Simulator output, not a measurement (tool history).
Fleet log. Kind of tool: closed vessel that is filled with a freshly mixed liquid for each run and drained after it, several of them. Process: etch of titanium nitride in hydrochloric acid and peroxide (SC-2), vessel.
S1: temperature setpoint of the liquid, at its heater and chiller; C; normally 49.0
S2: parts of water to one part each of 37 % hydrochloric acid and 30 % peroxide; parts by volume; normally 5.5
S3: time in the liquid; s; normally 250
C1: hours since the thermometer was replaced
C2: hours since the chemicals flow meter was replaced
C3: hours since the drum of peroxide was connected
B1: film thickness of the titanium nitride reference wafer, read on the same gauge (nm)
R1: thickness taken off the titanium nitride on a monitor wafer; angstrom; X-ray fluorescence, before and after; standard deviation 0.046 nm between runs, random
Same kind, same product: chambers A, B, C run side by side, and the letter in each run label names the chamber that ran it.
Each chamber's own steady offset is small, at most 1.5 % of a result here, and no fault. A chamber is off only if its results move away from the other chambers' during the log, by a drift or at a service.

run,hour,S1,S2,S3,C1,C2,C3,B1,R1
1B,9.6,49.0,5.5,250,188.7,581.8,284.2,150.01,89.299
2A,17.0,49.0,5.5,250,1040.9,664.8,308.3,150.01,89.193
# hour 23.3: chamber A: thermometer replaced
3C,24.0,49.0,5.5,250,327.6,227.2,53.6,149.99,87.806
4C,32.8,49.0,5.5,250,336.4,236.0,62.4,149.97,88.355
5B,38.4,49.0,5.5,250,217.5,610.6,313.0,150.00,89.269
6A,46.3,49.0,5.5,250,23.0,694.1,337.6,149.98,89.412
# hour 47.6: chamber A: chemicals flow meter replaced
7C,54.6,49.0,5.5,250,358.2,257.8,84.2,150.01,87.767
8B,60.2,42.5,5.5,355,239.3,632.4,334.8,149.97,82.118
9A,66.2,42.5,5.5,355,42.9,18.6,357.5,149.98,81.891
10A,73.2,42.5,5.5,355,49.9,25.6,364.5,150.00,81.788
11B,80.4,49.0,5.5,250,259.5,652.6,355.0,150.00,89.387
12C,89.0,40.5,5.5,160,392.6,292.2,118.6,150.00,31.144
13C,94.7,40.5,5.5,160,398.3,297.9,124.3,149.98,31.218
14B,103.5,40.5,5.5,160,282.6,675.7,378.1,150.01,31.787
15A,111.5,49.0,5.5,250,88.2,63.9,402.8,149.99,89.117
16C,121.4,49.0,5.5,250,425.0,324.6,151.0,150.01,87.947
17B,130.3,49.0,5.5,250,309.4,702.5,404.9,150.04,89.435
18A,138.8,49.0,5.5,250,115.5,91.2,430.1,150.00,89.409
19B,148.9,49.0,5.5,250,328.0,721.1,423.5,150.02,88.919
20C,159.6,49.0,5.5,250,463.2,362.8,189.2,150.02,87.619
21A,164.5,49.0,5.5,250,141.2,116.9,455.8,150.02,89.091
# hour 170.5: chamber A: new drum of peroxide connected
22C,171.0,49.0,5.5,250,474.6,374.2,200.6,149.98,88.088
23B,181.8,49.0,7.5,250,360.9,754.0,456.4,150.00,70.563
24A,191.1,49.0,7.5,250,167.8,143.5,20.7,149.99,71.091
25A,198.4,49.0,7.5,250,175.1,150.8,28.0,149.99,70.293
26C,206.5,49.0,5.5,250,510.1,409.7,236.1,149.95,87.801
27B,215.4,49.0,5.5,250,394.5,787.6,490.0,150.03,89.970
28C,222.9,49.0,5.5,250,526.5,426.1,252.5,150.00,87.417
29A,232.6,43.5,4.0,250,209.3,185.0,62.2,149.99,76.965
30B,243.3,43.5,4.0,250,422.4,815.5,517.9,149.99,77.709
31B,250.5,43.5,4.0,250,429.6,822.7,525.1,150.02,76.960
32C,259.5,49.0,5.5,250,563.1,462.7,289.1,149.99,88.360
33A,265.5,49.0,5.5,250,242.2,217.9,95.1,150.02,88.761
34B,272.1,49.0,5.5,250,451.2,844.3,546.7,150.01,89.612
35C,281.8,49.0,5.5,250,585.4,485.0,311.4,149.98,87.720
36A,286.8,49.0,5.5,250,263.5,239.2,116.4,149.99,88.409
37B,296.8,49.0,5.5,250,475.9,869.0,571.4,149.99,89.084
38C,306.7,49.0,5.5,250,610.3,509.9,336.3,150.00,88.121

What goes on in this fleet: one chamber off, a drifting gauge, or nothing beyond the chambers' own small offsets? Name the chamber and the cause, if any.

No chamber is off and the gauge is stable; the differences are just each chamber's small, constant offset.
